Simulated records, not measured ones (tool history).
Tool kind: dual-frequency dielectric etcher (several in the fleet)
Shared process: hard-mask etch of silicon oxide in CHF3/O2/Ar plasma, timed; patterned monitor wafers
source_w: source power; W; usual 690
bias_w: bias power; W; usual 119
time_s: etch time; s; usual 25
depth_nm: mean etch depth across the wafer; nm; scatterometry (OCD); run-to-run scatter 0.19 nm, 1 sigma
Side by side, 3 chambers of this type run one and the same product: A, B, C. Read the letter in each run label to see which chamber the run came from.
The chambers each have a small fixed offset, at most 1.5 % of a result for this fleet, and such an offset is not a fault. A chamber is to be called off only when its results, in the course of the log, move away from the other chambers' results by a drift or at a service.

| run | hour | source_w | bias_w | time_s | read-back reference wafer on the same gauge, depth_nm | depth_nm |
|---|---|---|---|---|---|---|
| 1C | 7.1 | 690 | 119 | 25 | 40.782 | 46.012 |
| 2A | 15.2 | 690 | 119 | 25 | 40.771 | 45.268 |
| 3B | 22.8 | 690 | 119 | 25 | 40.846 | 45.576 |
| 4B | 26.9 | 690 | 119 | 25 | 40.766 | 45.656 |
| 5A | 32.8 | 690 | 119 | 25 | 40.822 | 45.131 |
| 6C | 40.8 | 690 | 119 | 25 | 40.797 | 45.444 |
| 7B | 49.4 | 690 | 119 | 25 | 40.739 | 45.756 |
| 8C | 54.7 | 690 | 119 | 25 | 40.826 | 45.908 |
| 9A | 63.2 | 690 | 119 | 25 | 40.764 | 44.917 |
| 10C | 68.7 | 690 | 119 | 25 | 40.801 | 45.761 |
| 11A | 73.3 | 690 | 119 | 25 | 40.840 | 44.820 |
| 12B | 79.4 | 690 | 119 | 25 | 40.800 | 46.001 |
| 13A | 84.2 | 690 | 119 | 25 | 40.819 | 45.484 |
|  | 86.1 | chamber B: bias power generator calibrated |
| 14C | 92.3 | 690 | 119 | 25 | 40.801 | 45.854 |
| 15B | 99.0 | 690 | 119 | 25 | 40.776 | 45.679 |
| 16A | 104.3 | 690 | 119 | 25 | 40.778 | 45.052 |
| 17B | 113.2 | 690 | 119 | 25 | 40.783 | 45.676 |
| 18C | 118.6 | 690 | 119 | 25 | 40.813 | 45.523 |
| 19B | 125.1 | 690 | 119 | 25 | 40.820 | 45.602 |
| 20C | 130.3 | 690 | 119 | 25 | 40.825 | 45.678 |
| 21A | 135.1 | 690 | 119 | 25 | 40.802 | 45.083 |
| 22C | 139.3 | 690 | 119 | 25 | 40.822 | 45.767 |
| 23A | 143.3 | 690 | 119 | 25 | 40.814 | 45.229 |

Has any chamber moved away from the others, gradually or after a service, or does the common gauge drift, or do the chambers differ only by their own small steady offsets? State the chamber and the most likely cause if one applies.

The fleet is healthy, with each chamber sitting at its usual small offset and no drift in the gauge.
